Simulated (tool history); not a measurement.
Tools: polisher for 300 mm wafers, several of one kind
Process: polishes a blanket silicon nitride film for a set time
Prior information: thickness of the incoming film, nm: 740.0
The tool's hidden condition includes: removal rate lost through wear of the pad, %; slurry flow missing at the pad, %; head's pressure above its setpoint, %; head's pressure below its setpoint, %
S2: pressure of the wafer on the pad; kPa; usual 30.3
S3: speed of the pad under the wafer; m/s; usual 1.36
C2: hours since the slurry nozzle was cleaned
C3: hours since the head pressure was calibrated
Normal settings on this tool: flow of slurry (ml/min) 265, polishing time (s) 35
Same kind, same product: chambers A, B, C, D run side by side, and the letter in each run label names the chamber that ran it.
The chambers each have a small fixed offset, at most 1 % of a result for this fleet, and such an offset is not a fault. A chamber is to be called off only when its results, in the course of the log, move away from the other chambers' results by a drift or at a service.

{"run": "1C", "hour": 11.4, "flow of slurry (ml/min)": 265, "S2": 30.3, "S3": 1.36, "polishing time (s)": 35, "wafers polished on this pad": 385, "C2": 248.6, "C3": 174.9, "film removed (nm)": 111.94}
{"hour": 18.6, "done": "chamber C: worn pad replaced by a new one"}
{"run": "2B", "hour": 19.8, "flow of slurry (ml/min)": 265, "S2": 30.3, "S3": 1.36, "polishing time (s)": 35, "wafers polished on this pad": 583, "C2": 557.3, "C3": 153.1, "film removed (nm)": 110.19}
{"hour": 26.3, "done": "chamber A: worn pad replaced by a new one"}
{"run": "3A", "hour": 27.3, "flow of slurry (ml/min)": 265, "S2": 30.3, "S3": 1.36, "polishing time (s)": 35, "wafers polished on this pad": 8, "C2": 231.1, "C3": 446.8, "film removed (nm)": 111.59}
{"run": "4D", "hour": 41.9, "flow of slurry (ml/min)": 265, "S2": 30.3, "S3": 1.36, "polishing time (s)": 35, "wafers polished on this pad": 837, "C2": 322.9, "C3": 58.8, "film removed (nm)": 110.91}
{"run": "5B", "hour": 55.4, "flow of slurry (ml/min)": 265, "S2": 30.3, "S3": 1.36, "polishing time (s)": 35, "wafers polished on this pad": 869, "C2": 592.9, "C3": 188.7, "film removed (nm)": 109.12}
{"run": "6C", "hour": 65.4, "flow of slurry (ml/min)": 265, "S2": 30.3, "S3": 1.36, "polishing time (s)": 35, "wafers polished on this pad": 376, "C2": 302.6, "C3": 228.9, "film removed (nm)": 110.4}
{"hour": 74.2, "done": "chamber C: worn pad replaced by a new one"}
{"run": "7A", "hour": 74.5, "flow of slurry (ml/min)": 265, "S2": 30.3, "S3": 1.36, "polishing time (s)": 35, "wafers polished on this pad": 387, "C2": 278.3, "C3": 494, "film removed (nm)": 110.08}
{"run": "8D", "hour": 82.5, "flow of slurry (ml/min)": 265, "S2": 33.8, "S3": 1.36, "polishing time (s)": 35, "wafers polished on this pad": 1163, "C2": 363.5, "C3": 99.4, "film removed (nm)": 120.6}
{"hour": 87.5, "done": "chamber D: worn pad replaced by a new one"}
{"run": "9C", "hour": 95.6, "flow of slurry (ml/min)": 265, "S2": 33.8, "S3": 1.36, "polishing time (s)": 35, "wafers polished on this pad": 172, "C2": 332.8, "C3": 259.1, "film removed (nm)": 123.17}
{"run": "10A", "hour": 106.3, "flow of slurry (ml/min)": 265, "S2": 33.8, "S3": 1.36, "polishing time (s)": 35, "wafers polished on this pad": 643, "C2": 310.1, "C3": 525.8, "film removed (nm)": 125.16}
{"hour": 108.8, "done": "chamber B: worn pad replaced by a new one"}
{"run": "11B", "hour": 115.2, "flow of slurry (ml/min)": 265, "S2": 33.8, "S3": 1.36, "polishing time (s)": 35, "wafers polished on this pad": 51, "C2": 652.7, "C3": 248.5, "film removed (nm)": 125.76}
{"hour": 115.5, "done": "chamber A: head pressure recalibrated"}
{"hour": 120.9, "done": "chamber A: worn pad replaced by a new one"}
{"run": "12D", "hour": 126.8, "flow of slurry (ml/min)": 175, "S2": 30.3, "S3": 1.36, "polishing time (s)": 35, "wafers polished on this pad": 316, "C2": 407.8, "C3": 143.7, "film removed (nm)": 106}
{"run": "13A", "hour": 135.7, "flow of slurry (ml/min)": 175, "S2": 30.3, "S3": 1.36, "polishing time (s)": 35, "wafers polished on this pad": 119, "C2": 339.5, "C3": 20.3, "film removed (nm)": 105.94}
{"hour": 140.4, "done": "chamber C: worn pad replaced by a new one"}
{"run": "14D", "hour": 148.8, "flow of slurry (ml/min)": 175, "S2": 30.3, "S3": 1.36, "polishing time (s)": 35, "wafers polished on this pad": 493, "C2": 429.8, "C3": 165.7, "film removed (nm)": 104.6}
{"hour": 158.8, "done": "chamber A: slurry nozzle cleaned"}
{"run": "15B", "hour": 161.9, "flow of slurry (ml/min)": 175, "S2": 30.3, "S3": 1.36, "polishing time (s)": 35, "wafers polished on this pad": 427, "C2": 699.4, "C3": 295.2, "film removed (nm)": 109.14}
{"run": "16C", "hour": 175.9, "flow of slurry (ml/min)": 265, "S2": 30.3, "S3": 1.36, "polishing time (s)": 35, "wafers polished on this pad": 285, "C2": 413.1, "C3": 339.4, "film removed (nm)": 110.64}
{"run": "17C", "hour": 184.6, "flow of slurry (ml/min)": 265, "S2": 30.3, "S3": 1.36, "polishing time (s)": 35, "wafers polished on this pad": 355, "C2": 421.8, "C3": 348.1, "film removed (nm)": 110.2}
{"hour": 191.5, "done": "chamber C: slurry nozzle cleaned"}
{"run": "18A", "hour": 196.2, "flow of slurry (ml/min)": 265, "S2": 30.3, "S3": 1.36, "polishing time (s)": 35, "wafers polished on this pad": 605, "C2": 37.5, "C3": 80.8, "film removed (nm)": 110.7}
{"run": "19B", "hour": 210.0, "flow of slurry (ml/min)": 265, "S2": 30.3, "S3": 1.36, "polishing time (s)": 35, "wafers polished on this pad": 813, "C2": 747.5, "C3": 343.3, "film removed (nm)": 116.53}
{"hour": 212.3, "done": "chamber C: worn pad replaced by a new one"}
{"hour": 213.5, "done": "chamber D: worn pad replaced by a new one"}
{"hour": 216.7, "done": "chamber A: worn pad replaced by a new one"}
{"run": "20D", "hour": 217.4, "flow of slurry (ml/min)": 265, "S2": 30.3, "S3": 1.36, "polishing time (s)": 35, "wafers polished on this pad": 31, "C2": 498.4, "C3": 234.3, "film removed (nm)": 109.94}
{"run": "21C", "hour": 231.7, "flow of slurry (ml/min)": 265, "S2": 30.3, "S3": 1.36, "polishing time (s)": 35, "wafers polished on this pad": 156, "C2": 40.2, "C3": 395.2, "film removed (nm)": 111.11}
{"run": "22A", "hour": 239.3, "flow of slurry (ml/min)": 265, "S2": 38.6, "S3": 1.36, "polishing time (s)": 35, "wafers polished on this pad": 182, "C2": 80.6, "C3": 123.9, "film removed (nm)": 142.29}
{"hour": 246.8, "done": "chamber B: slurry nozzle cleaned"}
{"run": "23B", "hour": 247.2, "flow of slurry (ml/min)": 265, "S2": 38.6, "S3": 1.36, "polishing time (s)": 35, "wafers polished on this pad": 1112, "C2": 0.4, "C3": 380.5, "film removed (nm)": 149.12}
{"run": "24D", "hour": 255.1, "flow of slurry (ml/min)": 265, "S2": 38.6, "S3": 1.36, "polishing time (s)": 35, "wafers polished on this pad": 334, "C2": 536.1, "C3": 272, "film removed (nm)": 141.57}
{"run": "25B", "hour": 266.6, "flow of slurry (ml/min)": 265, "S2": 38.6, "S3": 1.36, "polishing time (s)": 35, "wafers polished on this pad": 1268, "C2": 19.8, "C3": 399.9, "film removed (nm)": 150.96}
{"run": "26D", "hour": 280.4, "flow of slurry (ml/min)": 265, "S2": 30.3, "S3": 1.36, "polishing time (s)": 29, "wafers polished on this pad": 538, "C2": 561.4, "C3": 297.3, "film removed (nm)": 91.88}
{"run": "27A", "hour": 293.9, "flow of slurry (ml/min)": 265, "S2": 30.3, "S3": 1.36, "polishing time (s)": 29, "wafers polished on this pad": 621, "C2": 135.2, "C3": 178.5, "film removed (nm)": 93.021}

All 4 chambers run these settings next. Forecast each chamber's results:
{"run": "28A", "hour": 304.6, "flow of slurry (ml/min)": 265, "S2": 30.3, "S3": 1.36, "polishing time (s)": 35, "film removed (nm)": "?"}
{"run": "28B", "hour": 304.6, "flow of slurry (ml/min)": 265, "S2": 30.3, "S3": 1.36, "polishing time (s)": 35, "film removed (nm)": "?"}
{"run": "28C", "hour": 304.6, "flow of slurry (ml/min)": 265, "S2": 30.3, "S3": 1.36, "polishing time (s)": 35, "film removed (nm)": "?"}
{"run": "28D", "hour": 304.6, "flow of slurry (ml/min)": 265, "S2": 30.3, "S3": 1.36, "polishing time (s)": 35, "film removed (nm)": "?"}

run=28A film_removed_(nm)=111.2
run=28B film_removed_(nm)=121.11
run=28C film_removed_(nm)=109.54
run=28D film_removed_(nm)=111.62
